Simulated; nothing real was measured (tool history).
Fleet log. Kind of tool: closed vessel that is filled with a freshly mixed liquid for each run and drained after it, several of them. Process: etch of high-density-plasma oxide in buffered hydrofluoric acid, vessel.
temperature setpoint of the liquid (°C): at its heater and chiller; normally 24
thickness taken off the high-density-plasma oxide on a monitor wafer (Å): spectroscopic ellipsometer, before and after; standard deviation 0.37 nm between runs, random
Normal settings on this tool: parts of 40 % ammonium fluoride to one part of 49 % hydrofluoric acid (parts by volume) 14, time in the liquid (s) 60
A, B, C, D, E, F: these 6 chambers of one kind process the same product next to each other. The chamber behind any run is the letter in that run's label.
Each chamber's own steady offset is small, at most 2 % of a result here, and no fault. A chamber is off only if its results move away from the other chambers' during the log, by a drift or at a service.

run,hour,temperature setpoint of the liquid (°C),parts of 40 % ammonium fluoride to one part of 49 % hydrofluoric acid (parts by volume),time in the liquid (s),hours since the thermometer was replaced,hours since the hydrofluoric acid flow meter was replaced,"read-back film thickness of the high-density-plasma oxide reference wafer, read on the same gauge (nm)",thickness taken off the high-density-plasma oxide on a monitor wafer (Å)
1E,6.2,24,14,60,894,1716.7,139.95,524.76
2C,12.2,24,14,60,310.9,663.4,139.99,539.38
3D,21.6,24,14,60,1679.7,604,140.01,544.69
4F,27.9,24,14,60,590.1,917.2,140.01,537.63
5A,38.2,24,14,60,75.2,2080,140,530.23
6B,49.1,24,14,60,122.6,909.1,140.01,538.04
7E,60.3,26.5,18,60,948.1,1770.8,139.98,474.12
8F,72.7,26.5,18,60,634.9,962,140.02,480.96
# hour 73.1: chamber A: hydrofluoric acid flow meter replaced
9B,81.7,26.5,18,60,155.2,941.7,139.98,490.94
10C,89.3,26.5,18,60,388,740.5,139.99,476.17
11A,101.7,26.5,18,60,138.7,28.7,140.05,475.22
12D,109.5,26.5,18,60,1767.6,691.9,140.07,486.97
13C,121.7,24,14,60,420.4,772.9,140.01,531.34
14F,132.5,24,14,60,694.7,1021.8,140,533.44
15D,143.9,24,14,60,1802,726.3,139.97,539.97
16B,153.9,24,14,60,227.4,1013.9,140,532.69
17A,164.5,24,14,60,201.5,91.5,140.04,538.42
18E,176.7,24,14,60,1064.5,1887.2,140.06,529.68
19E,188.9,24,14,60,1076.7,1899.4,139.97,531.05
20F,201,24,14,60,763.2,1090.3,139.96,534.39
21A,209.4,24,14,60,246.4,136.4,140,532.86
22D,218.8,24,14,60,1876.9,801.2,139.96,541.1
23B,230.1,24,14,60,303.6,1090.1,139.95,531.37
24C,242.5,24,14,60,541.2,893.7,140.02,547.54
25D,250,24,14,60,1908.1,832.4,139.96,540.23
26B,258.4,27,19,60,331.9,1118.4,140.02,474.1
27C,266.9,27,19,60,565.6,918.1,140.02,471.79
28E,276.3,27,19,60,1164.1,1986.8,139.99,459.63
29A,287.1,27,19,60,324.1,214.1,140,465.61
30F,297.5,27,19,60,859.7,1186.8,140.05,469.57
31B,305.8,27,19,60,379.3,1165.8,140.02,470.66
32D,311.6,24,14,60,1969.7,894,140.01,542.98
33C,317.2,24,14,60,615.9,968.4,139.99,550.58
34A,322.9,24,19,60,359.9,249.9,139.98,395.01
35E,331.2,24,19,60,1219,2041.7,139.99,389.05
36F,340.2,24,19,60,902.4,1229.5,139.98,398.75
37E,350.2,24,19,60,1238,2060.7,140.08,387.98
38D,360,24,19,60,2018.1,942.4,139.99,400.34

One chamber off, gauge drift, or nothing amiss beyond the chambers' own small offsets? If it is a chamber, which one, and what is the likeliest cause?

Chamber C drifts away from the others.
What lies behind it: hydrofluoric acid flow above the setpoint (%) = 3.78.
It could be hard to tell apart here from: liquid hotter than its thermometer reads (K).

Which of the 4 candidates below, each the usual settings with something changed and its results left as question marks, puts chamber C back in line with what the other chambers give on the usual settings?
To be in line, a result may differ from the other chambers' mean on the usual settings by at most: thickness taken off the high-density-plasma oxide on a monitor wafer (Å) 13
39C-1,369,24,14,55,,,,?
39C-2,369,24,14.5,60,,,,?
39C-3,369,24,13.5,60,,,,?
39C-4,369,24,13,60,,,,?

Usual-settings mean across the other chambers: thickness taken off the high-density-plasma oxide on a monitor wafer (Å) 536.62
run,thickness taken off the high-density-plasma oxide on a monitor wafer (Å)
39C-1,510.08
39C-2,537.36
39C-3,576.96
39C-4,598.97
39C-2 brings the chamber back in line.
